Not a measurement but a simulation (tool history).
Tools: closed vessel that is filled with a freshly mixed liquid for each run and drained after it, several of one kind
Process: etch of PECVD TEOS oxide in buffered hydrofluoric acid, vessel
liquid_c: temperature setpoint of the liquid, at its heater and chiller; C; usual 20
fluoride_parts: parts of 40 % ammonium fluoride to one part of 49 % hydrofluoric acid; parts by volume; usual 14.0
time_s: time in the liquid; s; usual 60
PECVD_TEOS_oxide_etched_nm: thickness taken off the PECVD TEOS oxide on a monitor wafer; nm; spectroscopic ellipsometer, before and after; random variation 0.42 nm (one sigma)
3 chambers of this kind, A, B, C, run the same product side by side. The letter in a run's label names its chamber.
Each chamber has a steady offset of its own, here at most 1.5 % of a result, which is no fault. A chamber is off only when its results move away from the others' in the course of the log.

run,day,liquid_c,fluoride_parts,time_s,hours since the thermometer was replaced,hours since the hydrofluoric acid flow meter was replaced,"read-back film thickness of the PECVD TEOS oxide reference wafer, read on the same gauge (nm)",PECVD_TEOS_oxide_etched_nm
1B,0.179,20,14.0,60,2461.3,12.6,79.989,91.062
2A,0.279,20,14.0,60,431.7,1841.5,79.976,88.647
3C,0.404,20,14.0,60,181.2,160.4,80.027,88.788
4B,0.592,20,14.0,60,2471.2,22.5,80.000,90.162
5A,0.725,20,14.0,60,442.4,1852.2,79.987,88.134
6C,0.871,20,14.0,60,192.4,171.6,80.018,89.485
7C,0.988,20,14.0,60,195.2,174.4,80.025,88.853
8B,1.150,20,14.0,60,2484.6,35.9,79.985,91.001
9A,1.304,20,14.0,60,456.3,1866.1,79.991,88.463
# day 1.454: chamber B: thermometer replaced
10A,1.458,20,14.0,80,460.0,1869.8,79.967,118.850
11B,1.633,20,14.0,80,4.4,47.5,80.045,120.520
12C,1.767,20,14.0,80,213.9,193.1,79.957,117.060
13A,1.883,24,14.0,90,470.2,1880.0,79.981,165.940
14B,2.079,24,14.0,90,15.1,58.2,79.988,168.400
15C,2.262,24,14.0,90,225.8,205.0,79.996,164.700
16B,2.379,20,17.5,75,22.3,65.4,80.044,90.610
17C,2.483,20,17.5,75,231.1,210.3,79.991,88.552
18A,2.638,20,17.5,75,488.3,1898.1,80.057,89.296
19B,2.750,20,14.0,60,31.2,74.3,79.978,90.092
20A,2.892,20,14.0,60,494.4,1904.2,79.982,88.594
21C,2.983,17,14.0,75,243.1,222.3,80.014,92.650
22A,3.092,17,14.0,75,499.2,1909.0,80.030,92.763
23C,3.292,17,14.0,75,250.5,229.7,80.033,91.744
24B,3.417,20,14.0,60,47.2,90.3,79.994,91.417
25A,3.571,20,14.0,60,510.7,1920.5,79.968,88.753
26B,3.662,20,14.0,60,53.1,96.2,79.983,90.169
27C,3.762,20,14.0,60,261.8,241.0,80.009,86.514
28B,3.858,20,14.0,60,57.8,100.9,80.019,89.535
29C,4.058,20,14.0,60,268.9,248.1,79.999,86.454
30A,4.167,20,14.0,60,525.0,1934.8,79.973,88.140
31C,4.338,22,14.0,60,275.6,254.8,80.021,96.025
32B,4.425,22,14.0,60,71.4,114.5,79.995,100.130
33A,4.571,22,14.0,60,534.7,1944.5,79.991,98.679
34B,4.758,20,14.0,60,79.4,122.5,79.968,90.784
35C,4.946,20,14.0,60,290.2,269.4,79.961,85.717
36A,5.088,20,14.0,60,547.1,1956.9,80.029,87.883
37C,5.229,20,14.0,60,297.0,276.2,79.975,85.475
38B,5.350,20,14.0,60,93.6,136.7,80.008,90.138
39A,5.521,20,14.0,60,557.5,1967.3,79.958,87.822
40A,5.625,20,10.0,60,560.0,1969.8,80.029,123.220
41C,5.750,20,10.0,60,309.5,288.7,80.036,117.960
42B,5.846,20,10.0,60,105.5,148.6,80.010,124.590
43A,5.938,20,14.0,60,567.5,1977.3,80.013,88.725
44C,6.050,20,14.0,60,316.7,295.9,79.997,84.114

Is one chamber off against the others, does the gauge drift, or is nothing wrong? If a chamber is off, say which, and what the likeliest cause is.

Chamber C drifts away from the others.
Cause: hydrofluoric acid flow below the setpoint (%) = 5.02.
The log may not tell that from: liquid colder than its thermometer reads (K).

Here are 4 candidates for chamber C's next run, each the usual settings with a change, their results left as question marks. Which one brings its results back in line with what the others give on the usual settings?
In line means no further than this from the other chambers' mean on the usual settings: PECVD_TEOS_oxide_etched_nm 1.500 nm
45C-1,6.196,21,14.0,60,,,,?
45C-2,6.196,20,12.5,60,,,,?
45C-3,6.196,18,14.0,60,,,,?
45C-4,6.196,19,14.0,60,,,,?

The other chambers' mean on the usual settings: PECVD_TEOS_oxide_etched_nm 89.477 nm
run,PECVD_TEOS_oxide_etched_nm
45C-1,89.320
45C-2,94.373
45C-3,75.665
45C-4,79.981
45C-1 brings the chamber back in line.

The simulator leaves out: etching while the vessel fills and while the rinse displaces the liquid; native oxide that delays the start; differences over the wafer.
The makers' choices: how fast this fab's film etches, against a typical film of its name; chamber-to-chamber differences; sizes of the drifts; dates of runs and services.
